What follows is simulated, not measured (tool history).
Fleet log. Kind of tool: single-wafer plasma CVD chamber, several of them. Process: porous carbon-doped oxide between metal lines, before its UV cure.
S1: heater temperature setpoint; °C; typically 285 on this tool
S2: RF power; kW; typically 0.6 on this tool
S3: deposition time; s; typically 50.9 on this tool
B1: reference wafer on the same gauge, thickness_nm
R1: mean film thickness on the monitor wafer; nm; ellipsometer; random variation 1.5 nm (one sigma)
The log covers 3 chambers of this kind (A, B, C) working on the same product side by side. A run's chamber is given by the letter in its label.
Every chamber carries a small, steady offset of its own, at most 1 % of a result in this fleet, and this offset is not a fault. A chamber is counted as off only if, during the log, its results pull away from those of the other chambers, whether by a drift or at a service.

| run | hour | S1 | S2 | S3 | B1 | R1 |
|---|---|---|---|---|---|---|
| 1C | 6.3 | 285 | 0.6 | 50.9 | 362.67 | 334.67 |
| 2A | 16.3 | 285 | 0.6 | 50.9 | 363.05 | 331.63 |
| 3B | 26.4 | 285 | 0.6 | 50.9 | 363.32 | 338.42 |
| 4A | 33.7 | 285 | 0.6 | 50.9 | 363.2 | 329.53 |
| 5B | 41.7 | 285 | 0.6 | 50.9 | 362.92 | 338.55 |
| 6C | 54.5 | 285 | 0.6 | 50.9 | 362.69 | 334.05 |
| 7C | 61.3 | 285 | 0.68 | 45.7 | 362.89 | 327.75 |
| 8B | 73.1 | 285 | 0.68 | 45.7 | 362.99 | 330.85 |
| 9A | 83.7 | 285 | 0.68 | 45.7 | 362.92 | 326.18 |
| 10A | 94.6 | 285 | 0.6 | 50.9 | 363.23 | 331.67 |
| 11C | 102.7 | 285 | 0.6 | 50.9 | 362.81 | 331.71 |
| 12B | 114.1 | 285 | 0.6 | 50.9 | 363.24 | 340.03 |
| 13B | 126.7 | 285 | 0.6 | 50.9 | 363.06 | 338.21 |
| 14A | 138.5 | 285 | 0.6 | 50.9 | 363.24 | 331.57 |
| 15C | 149.8 | 285 | 0.6 | 50.9 | 362.61 | 336.14 |
| 16B | 158.9 | 285 | 0.6 | 50.9 | 362.7 | 337.32 |
| 17C | 167.6 | 285 | 0.6 | 50.9 | 362.88 | 333.27 |
| 18A | 176.6 | 285 | 0.6 | 50.9 | 363.39 | 331.11 |
| 19A | 184.7 | 294 | 0.6 | 43 | 363.49 | 264.88 |
| 20C | 192.4 | 294 | 0.6 | 43 | 362.74 | 269.57 |
| 21B | 199.4 | 294 | 0.6 | 43 | 363.17 | 272.53 |
| 22C | 211.4 | 285 | 0.6 | 50.9 | 363.17 | 334.65 |
| 23B | 217.2 | 285 | 0.6 | 50.9 | 362.75 | 339.11 |
| 24A | 229 | 285 | 0.6 | 50.9 | 362.9 | 331.95 |
| 25A | 236.6 | 285 | 0.6 | 50.9 | 363.25 | 329.41 |
| 26B | 246.8 | 285 | 0.6 | 50.9 | 363.42 | 337.28 |
| 27C | 257 | 271 | 0.6 | 58.1 | 362.86 | 415.34 |
| 28A | 267.1 | 271 | 0.6 | 58.1 | 363.45 | 413.28 |
| 29C | 278.7 | 271 | 0.6 | 58.1 | 362.91 | 412.79 |

Does one chamber stand apart from the rest, does the shared gauge drift, or is all well apart from small per-chamber offsets? Give the chamber and the most likely cause, where there is one.

Neither any chamber nor the gauge drifts; the chambers differ only by their own small, steady offsets.
